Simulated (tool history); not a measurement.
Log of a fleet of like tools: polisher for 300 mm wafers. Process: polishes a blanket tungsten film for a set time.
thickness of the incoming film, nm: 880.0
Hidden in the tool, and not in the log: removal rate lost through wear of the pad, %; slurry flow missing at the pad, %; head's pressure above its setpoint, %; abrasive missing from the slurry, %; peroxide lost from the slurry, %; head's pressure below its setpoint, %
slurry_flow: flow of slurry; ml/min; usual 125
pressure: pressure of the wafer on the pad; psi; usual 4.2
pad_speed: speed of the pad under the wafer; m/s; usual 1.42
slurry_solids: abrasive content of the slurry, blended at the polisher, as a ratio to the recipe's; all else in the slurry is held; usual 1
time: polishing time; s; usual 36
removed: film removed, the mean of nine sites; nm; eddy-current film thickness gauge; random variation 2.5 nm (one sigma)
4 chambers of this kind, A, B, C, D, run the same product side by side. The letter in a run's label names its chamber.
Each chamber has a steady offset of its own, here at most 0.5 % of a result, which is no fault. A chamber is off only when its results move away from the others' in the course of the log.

run     day  slurry_flow  pressure  pad_speed  slurry_solids  time  wafers polished on this pad  hours since the slurry nozzle was cleaned  hours since the head pressure was calibrated  hours since the slurry blender was calibrated  hours since the slurry got fresh peroxide  removed
 1B   0.525          125       4.2       1.42              1    36                          797                                       75.5                                         466.5                                          133.4                                        159   240.28
       0.65  -- chamber B: slurry blender recalibrated
      0.717  -- chamber D: worn pad replaced by a new one
 2A   1.029          125       4.2       1.42              1    36                          633                                      183.9                                         373.1                                          228.6                                       44.5   240.95
      1.154  -- chamber B: worn pad replaced by a new one
      1.162  -- chamber A: worn pad replaced by a new one
 3C   1.354          125       4.2       1.42              1    36                         1407                                      304.7                                         380.6                                           70.7                                       43.9   235.48
        1.4  -- chamber A: slurry tank refilled with fresh slurry and peroxide
      1.546  -- chamber C: worn pad replaced by a new one
 4D   1.608          125       4.2       1.42              1    36                          210                                        232                                         192.3                                          272.1                                         65   235.27
 5D   1.858          125       4.2       1.42              1    36                          269                                        238                                         198.3                                          278.1                                         71   236.01
      2.171  -- chamber B: slurry tank refilled with fresh slurry and peroxide
 6B     2.3          125       4.2       1.42              1    36                          270                                      118.1                                         509.1                                           39.6                                        3.1   239.13
 7C   2.746          125       4.2       1.42              1    36                          282                                      338.1                                           414                                          104.1                                       77.3   240.84
      2.771  -- chamber A: head pressure recalibrated
      2.792  -- chamber D: slurry blender recalibrated
 8A   3.075          125       4.2       1.42              1    36                          451                                        233                                           7.3                                          277.7                                       40.3   236.25
 9B   3.379          125       4.2       1.42              1    36                          524                                        144                                           535                                           65.5                                         29   235.49
      3.579  -- chamber A: worn pad replaced by a new one
      3.633  -- chamber D: slurry tank refilled with fresh slurry and peroxide
      3.754  -- chamber A: slurry tank refilled with fresh slurry and peroxide
10C   3.788          125       4.2       1.42              1    36                          528                                      363.1                                           439                                          129.1                                      102.3    242.4
11A   4.221          125       4.2       1.42              1    36                          151                                      260.5                                          34.8                                          305.2                                       11.3   239.45
12D   4.621          160       3.7       1.42              1    36                          919                                      304.3                                         264.6                                             44                                       23.8   219.89
      4.733  -- chamber D: worn pad replaced by a new one
      4.883  -- chamber B: worn pad replaced by a new one
13B   5.038          160       3.7       1.42              1    36                           36                                      183.8                                         574.8                                          105.3                                       68.8   221.25
14C    5.45          160       3.7       1.42              1    36                          919                                        403                                         478.9                                            169                                      142.2   220.81
      5.646  -- chamber D: head pressure recalibrated
       5.75  -- chamber C: slurry tank refilled with fresh slurry and peroxide
15A   5.912          160       3.7       1.42              1    36                          549                                      301.1                                          75.4                                          345.8                                       51.9   221.08
      6.183  -- chamber A: worn pad replaced by a new one
16D   6.192          125       4.2       1.42              1    36                          344                                        342                                          13.1                                           81.7                                       61.5   237.01
      6.246  -- chamber A: slurry tank refilled with fresh slurry and peroxide
17C   6.558          125       4.2       1.42              1    36                         1180                                      429.6                                         505.5                                          195.6                                       19.5   238.64
      6.762  -- chamber A: slurry blender recalibrated
18A   7.054          125       4.2       1.42              1    47                          205                                      328.5                                         102.8                                            7.1                                       19.4   313.31
      7.104  -- chamber B: slurry blender recalibrated
19B   7.412          125       4.2       1.42              1    47                          595                                      240.8                                         631.8                                            7.4                                      125.8   306.95
      7.533  -- chamber D: slurry tank refilled with fresh slurry and peroxide
20D   7.817          125       4.2       1.42              1    47                          726                                        381                                          52.1                                          120.7                                        6.9   300.93
      7.967  -- chamber C: worn pad replaced by a new one
21B   8.158          125       4.2       1.42              1    47                          771                                      258.7                                         649.7                                           25.3                                      143.7   309.91
        8.5  -- chamber B: slurry nozzle cleaned
22C    8.55          125       2.8       1.42              1    36                          137                                      477.4                                         553.3                                          243.4                                       67.3   162.79
        8.6  -- chamber A: worn pad replaced by a new one
      8.633  -- chamber A: slurry tank refilled with fresh slurry and peroxide
      8.667  -- chamber C: head pressure recalibrated
23D   8.921          125       2.8       1.42              1    36                          986                                      407.5                                          78.6                                          147.2                                       33.4    156.6
      9.088  -- chamber B: worn pad replaced by a new one
24A   9.196          125       2.8       1.42              1    36                          140                                      379.9                                         154.2                                           58.5                                       13.6   158.62
      9.325  -- chamber D: worn pad replaced by a new one
25D   9.596          125       2.8       1.42              1    36                           64                                      423.7                                          94.8                                          163.4                                       49.6    155.6
26B   9.862          125       4.2       1.42              1    36                          183                                       32.8                                         690.6                                           66.2                                      184.6   241.22
     10.021  -- chamber B: slurry tank refilled with fresh slurry and peroxide
27A  10.312          125       4.2       1.42              1    36                          403                                      406.7                                           181                                           85.3                                       40.4   236.92
28C  10.721          125       2.8       1.42              1    28                          648                                      529.5                                          49.3                                          295.5                                      119.4   124.89
     10.812  -- chamber A: worn pad replaced by a new one
29B  11.175          125       2.8       1.42              1    28                          492                                       64.3                                         722.1                                           97.7                                       27.7    122.7
     11.396  -- chamber C: slurry blender recalibrated
     11.538  -- chamber A: slurry tank refilled with fresh slurry and peroxide
     11.667  -- chamber C: slurry tank refilled with fresh slurry and peroxide
30D  11.667          125       2.8       1.42              1    28                          551                                      473.4                                         144.5                                          213.1                                       99.3   118.72
     11.779  -- chamber D: slurry tank refilled with fresh slurry and peroxide
     11.967  -- chamber C: slurry nozzle cleaned
31A  12.088          125       2.8       1.42              1    28                          300                                      449.3                                         223.6                                          127.9                                       13.2    124.6
32C  12.425          125       4.2       1.42              1    36                         1049                                         11                                          90.2                                           24.7                                       18.3   239.16
33D  12.721          125       4.2       1.42              1    36                          799                                      498.7                                         169.8                                          238.4                                       22.6   222.38

Is one chamber off against the others, does the gauge drift, or is nothing wrong? If a chamber is off, say which, and what the likeliest cause is.

Chamber D drifts away from the others.
Cause: slurry flow missing at the pad, % = 28.2.
The log may not tell that from: abrasive missing from the slurry, %.

Here are 4 candidates for chamber D's next run, each the usual settings with a change, their results left as question marks. Which one brings its results back in line with what the others give on the usual settings?
In line means no further than this from the other chambers' mean on the usual settings: removed 8.6 nm
34D-1  13.104          125       4.2        1.4              1    36                                                                                                                                                                                                                        ?
34D-2  13.104          125       4.1       1.38              1    35                                                                                                                                                                                                                        ?
34D-3  13.104          125       4.3       1.46              1    37                                                                                                                                                                                                                        ?
34D-4  13.104          125       4.2       1.44              1    36                                                                                                                                                                                                                        ?

The other chambers' mean on the usual settings: removed 239.16 nm
  run  removed
34D-1    217.4
34D-2   203.39
34D-3   238.64
34D-4    223.7
34D-3 brings the chamber back in line.
